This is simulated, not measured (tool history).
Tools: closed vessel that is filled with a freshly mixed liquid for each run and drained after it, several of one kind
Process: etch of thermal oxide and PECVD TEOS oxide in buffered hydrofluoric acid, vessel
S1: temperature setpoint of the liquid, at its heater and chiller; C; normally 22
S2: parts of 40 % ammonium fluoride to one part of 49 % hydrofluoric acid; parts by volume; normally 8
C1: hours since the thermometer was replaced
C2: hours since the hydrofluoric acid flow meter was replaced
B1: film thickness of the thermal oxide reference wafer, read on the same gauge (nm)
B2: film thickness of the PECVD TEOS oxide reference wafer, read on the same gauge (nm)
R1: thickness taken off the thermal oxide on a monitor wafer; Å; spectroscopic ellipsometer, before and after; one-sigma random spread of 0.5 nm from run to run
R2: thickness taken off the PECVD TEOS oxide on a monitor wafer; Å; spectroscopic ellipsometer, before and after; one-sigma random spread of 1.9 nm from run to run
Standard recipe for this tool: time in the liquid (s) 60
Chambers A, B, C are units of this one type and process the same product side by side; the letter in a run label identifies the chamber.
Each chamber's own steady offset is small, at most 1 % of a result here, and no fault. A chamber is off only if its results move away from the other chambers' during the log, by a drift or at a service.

Run 1B, day 0.204: usual settings; C1 198.6; C2 191.1; B1 149.98; B2 119.98. Result: R1 733.36 Å, R2 2244.4 Å.
Run 2A, day 0.358: usual settings; C1 492.4; C2 1144.6; B1 149.98; B2 119.99. Result: R1 738.66 Å, R2 2233.5 Å.
Run 3C, day 0.504: usual settings; C1 139.6; C2 288.4; B1 150.01; B2 120.01. Result: R1 722.48 Å, R2 2255.2 Å.
Run 4C, day 0.758: usual settings; C1 145.7; C2 294.5; B1 149.99; B2 120.03. Result: R1 729.64 Å, R2 2276.3 Å.
Run 5A, day 1.029: usual settings but S2 7 parts by volume, time in the liquid (s) 95; C1 508.5; C2 1160.7; B1 149.95; B2 120.02. Result: R1 1365.6 Å, R2 4179.3 Å.
Run 6B, day 1.25: usual settings but S2 7 parts by volume, time in the liquid (s) 95; C1 223.7; C2 216.2; B1 150; B2 120. Result: R1 1330.2 Å, R2 4100.3 Å.
Run 7B, day 1.554: usual settings but S2 7 parts by volume, time in the liquid (s) 95; C1 231; C2 223.5; B1 150.03; B2 120.03. Result: R1 1340.7 Å, R2 4102 Å.
Run 8C, day 1.717: usual settings; C1 168.7; C2 317.5; B1 150.01; B2 120. Result: R1 732.22 Å, R2 2243.6 Å.
Run 9A, day 1.883: usual settings; C1 529; C2 1181.2; B1 150.01; B2 119.99. Result: R1 742.85 Å, R2 2230 Å.
Run 10B, day 2.05: usual settings; C1 242.9; C2 235.4; B1 149.97; B2 120.01. Result: R1 729.6 Å, R2 2246.2 Å.
Run 11C, day 2.317: usual settings; C1 183.1; C2 331.9; B1 150.01; B2 119.98. Result: R1 726.48 Å, R2 2269.4 Å.
Run 12A, day 2.592: usual settings; C1 546; C2 1198.2; B1 149.99; B2 120.01. Result: R1 734.68 Å, R2 2243.4 Å.
Run 13A, day 2.817: usual settings; C1 551.4; C2 1203.6; B1 150; B2 120. Result: R1 739.15 Å, R2 2235.5 Å.
Run 14C, day 2.996: usual settings; C1 199.4; C2 348.2; B1 149.99; B2 120.01. Result: R1 726.52 Å, R2 2279.8 Å.
Run 15B, day 3.2: usual settings; C1 270.5; C2 263; B1 149.96; B2 119.99. Result: R1 735.33 Å, R2 2212.4 Å.
Run 16A, day 3.346: usual settings; C1 564.1; C2 1216.3; B1 149.99; B2 120.02. Result: R1 740.32 Å, R2 2239.4 Å.
Run 17C, day 3.5: usual settings; C1 211.5; C2 360.3; B1 149.97; B2 119.99. Result: R1 726.36 Å, R2 2259.8 Å.
Run 18B, day 3.712: usual settings; C1 282.8; C2 275.3; B1 150.01; B2 119.98. Result: R1 738.85 Å, R2 2250.7 Å.
Run 19A, day 3.871: usual settings; C1 576.7; C2 1228.9; B1 150; B2 120.02. Result: R1 733.75 Å, R2 2266.4 Å.
Run 20C, day 4.138: usual settings; C1 226.8; C2 375.6; B1 149.98; B2 120.01. Result: R1 726.1 Å, R2 2292.4 Å.
Run 21B, day 4.375: usual settings; C1 298.7; C2 291.2; B1 149.98; B2 120. Result: R1 728.11 Å, R2 2232.5 Å.
Run 22B, day 4.512: usual settings but S1 17.5 C; C1 302; C2 294.5; B1 150.01; B2 120.01. Result: R1 562.95 Å, R2 1738 Å.
Run 23C, day 4.812: usual settings but S1 17.5 C; C1 243; C2 391.8; B1 150.02; B2 119.98. Result: R1 558.93 Å, R2 1734.7 Å.
Run 24A, day 4.962: usual settings but S1 17.5 C; C1 602.9; C2 1255.1; B1 150; B2 120. Result: R1 573.74 Å, R2 1740.3 Å.
Run 25A, day 5.138: usual settings; C1 607.1; C2 1259.3; B1 149.99; B2 119.99. Result: R1 739.1 Å, R2 2250.5 Å.
Run 26B, day 5.396: usual settings; C1 323.2; C2 315.7; B1 150; B2 119.98. Result: R1 735.95 Å, R2 2235.5 Å.
Run 27C, day 5.679: usual settings; C1 263.8; C2 412.6; B1 150.03; B2 119.97. Result: R1 720.64 Å, R2 2269.2 Å.
Run 28A, day 5.871: usual settings; C1 624.7; C2 1276.9; B1 150.02; B2 119.99. Result: R1 737.23 Å, R2 2282.1 Å.
Run 29B, day 6.167: usual settings; C1 341.7; C2 334.2; B1 150; B2 120. Result: R1 732.44 Å, R2 2266.9 Å.
Run 30C, day 6.45: usual settings; C1 282.3; C2 431.1; B1 150.03; B2 120.01. Result: R1 731.54 Å, R2 2291.5 Å.
Run 31A, day 6.633: usual settings; C1 643; C2 1295.2; B1 149.99; B2 120. Result: R1 746.14 Å, R2 2259.5 Å.
Run 32B, day 6.908: usual settings; C1 359.5; C2 352; B1 149.97; B2 120. Result: R1 737.33 Å, R2 2270.5 Å.
Run 33C, day 7.125: usual settings; C1 298.5; C2 447.3; B1 150; B2 119.97. Result: R1 722.31 Å, R2 2284.3 Å.
Run 34C, day 7.308: usual settings but S1 25.5 C, time in the liquid (s) 95; C1 302.9; C2 451.7; B1 150.06; B2 119.96. Result: R1 1408.2 Å, R2 4369.7 Å.
Run 35B, day 7.55: usual settings but S1 25.5 C, time in the liquid (s) 95; C1 374.9; C2 367.4; B1 149.94; B2 119.95. Result: R1 1419.5 Å, R2 4299 Å.

All 3 chambers run these settings next. Forecast each chamber's results:
Run 36A, day 7.767: usual settings but S2 5 parts by volume. Result: R1 ?, R2 ?.
Run 36B, day 7.767: usual settings but S2 5 parts by volume. Result: R1 ?, R2 ?.
Run 36C, day 7.767: usual settings but S2 5 parts by volume. Result: R1 ?, R2 ?.

run      R1      R2
36A  1151.9  3488.7
36B  1145.4  3479.9
36C    1129  3426.9
